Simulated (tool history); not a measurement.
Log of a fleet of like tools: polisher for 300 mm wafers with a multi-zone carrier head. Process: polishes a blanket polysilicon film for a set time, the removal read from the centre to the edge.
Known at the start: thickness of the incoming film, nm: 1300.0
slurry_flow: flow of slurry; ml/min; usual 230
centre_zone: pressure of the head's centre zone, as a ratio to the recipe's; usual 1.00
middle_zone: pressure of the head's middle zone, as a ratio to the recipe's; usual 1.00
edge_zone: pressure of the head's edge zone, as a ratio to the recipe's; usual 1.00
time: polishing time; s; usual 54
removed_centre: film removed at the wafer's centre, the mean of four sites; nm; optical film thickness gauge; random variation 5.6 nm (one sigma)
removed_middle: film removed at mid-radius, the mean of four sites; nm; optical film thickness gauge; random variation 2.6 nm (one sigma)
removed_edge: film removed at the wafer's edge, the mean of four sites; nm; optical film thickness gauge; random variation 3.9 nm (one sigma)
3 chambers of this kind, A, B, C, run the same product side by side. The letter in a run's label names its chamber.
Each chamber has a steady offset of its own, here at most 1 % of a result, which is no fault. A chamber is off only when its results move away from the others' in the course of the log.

| run | hour | slurry_flow | centre_zone | middle_zone | edge_zone | time | removed_centre | removed_middle | removed_edge |
|---|---|---|---|---|---|---|---|---|---|
| 1B | 16.4 | 230 | 1.00 | 1.00 | 1.00 | 54 | 395.05 | 387.73 | 384.77 |
|  | 26.0 | chamber C: edge zone pressure recalibrated |
| 2C | 27.4 | 230 | 1.00 | 1.00 | 1.00 | 54 | 389.83 | 394.97 | 396.68 |
|  | 34.6 | chamber A: worn pad replaced by a new one |
| 3A | 41.9 | 230 | 1.00 | 1.00 | 1.00 | 54 | 381.03 | 384.27 | 389.55 |
| 4C | 49.3 | 230 | 1.00 | 1.00 | 1.00 | 54 | 391.41 | 392.11 | 397.44 |
|  | 56.8 | chamber B: worn pad replaced by a new one |
| 5B | 63.3 | 230 | 1.00 | 1.00 | 1.00 | 54 | 384.80 | 389.33 | 385.90 |
| 6A | 75.9 | 230 | 1.00 | 1.00 | 1.00 | 54 | 377.36 | 379.74 | 387.42 |
|  | 84.0 | chamber C: worn pad replaced by a new one |
| 7A | 85.9 | 230 | 1.00 | 1.00 | 1.00 | 54 | 381.74 | 380.45 | 381.78 |
| 8C | 101.1 | 230 | 1.00 | 1.00 | 1.00 | 54 | 391.69 | 390.32 | 382.50 |
|  | 108.1 | chamber C: slurry nozzle cleaned |
|  | 109.2 | chamber B: worn pad replaced by a new one |
|  | 110.8 | chamber A: worn pad replaced by a new one |
| 9B | 117.1 | 230 | 1.00 | 1.00 | 1.00 | 54 | 379.54 | 385.52 | 389.69 |
| 10B | 128.5 | 230 | 1.00 | 1.00 | 1.00 | 54 | 386.87 | 386.68 | 381.95 |
| 11C | 136.8 | 230 | 1.00 | 1.00 | 1.00 | 54 | 385.78 | 393.92 | 385.94 |
| 12A | 149.5 | 230 | 1.00 | 1.00 | 1.00 | 54 | 380.88 | 383.66 | 388.34 |
|  | 159.7 | chamber C: worn pad replaced by a new one |
| 13A | 164.9 | 230 | 1.00 | 1.00 | 0.94 | 54 | 375.29 | 377.92 | 376.88 |
|  | 166.0 | chamber B: worn pad replaced by a new one |
| 14C | 175.6 | 230 | 1.00 | 1.00 | 0.94 | 54 | 384.87 | 391.90 | 382.00 |
| 15B | 189.0 | 230 | 1.00 | 1.00 | 0.94 | 54 | 370.90 | 378.81 | 367.90 |
|  | 192.4 | chamber A: worn pad replaced by a new one |
| 16C | 201.4 | 230 | 1.00 | 1.00 | 1.00 | 54 | 398.27 | 397.26 | 387.87 |
| 17B | 213.8 | 230 | 1.00 | 1.00 | 1.00 | 54 | 368.08 | 365.80 | 372.29 |
| 18A | 224.2 | 230 | 1.00 | 1.00 | 1.00 | 54 | 387.08 | 383.32 | 384.16 |
|  | 228.3 | chamber B: worn pad replaced by a new one |
| 19C | 233.9 | 230 | 1.00 | 1.00 | 1.00 | 54 | 393.38 | 392.71 | 389.72 |
| 20B | 242.3 | 230 | 1.00 | 1.00 | 1.00 | 54 | 355.59 | 366.95 | 372.72 |
|  | 247.8 | chamber C: worn pad replaced by a new one |
| 21A | 255.9 | 280 | 1.05 | 1.00 | 1.00 | 54 | 409.99 | 389.06 | 380.62 |
|  | 262.2 | chamber A: worn pad replaced by a new one |
| 22C | 267.4 | 280 | 1.05 | 1.00 | 1.00 | 54 | 432.78 | 400.24 | 393.34 |
| 23B | 279.0 | 280 | 1.05 | 1.00 | 1.00 | 54 | 383.22 | 369.29 | 375.58 |
| 24A | 291.4 | 230 | 0.90 | 0.94 | 1.00 | 54 | 338.49 | 358.35 | 386.72 |

Next, every chamber runs the same settings. What will each give?
| 25A | 303.3 | 230 | 1.00 | 1.05 | 1.00 | 54 | ? | ? | ? |
| 25B | 303.3 | 230 | 1.00 | 1.05 | 1.00 | 54 | ? | ? | ? |
| 25C | 303.3 | 230 | 1.00 | 1.05 | 1.00 | 54 | ? | ? | ? |

| run | removed_centre | removed_middle | removed_edge |
|---|---|---|---|
| 25A | 380.61 | 396.56 | 382.07 |
| 25B | 350.78 | 367.82 | 358.36 |
| 25C | 394.59 | 411.43 | 394.99 |

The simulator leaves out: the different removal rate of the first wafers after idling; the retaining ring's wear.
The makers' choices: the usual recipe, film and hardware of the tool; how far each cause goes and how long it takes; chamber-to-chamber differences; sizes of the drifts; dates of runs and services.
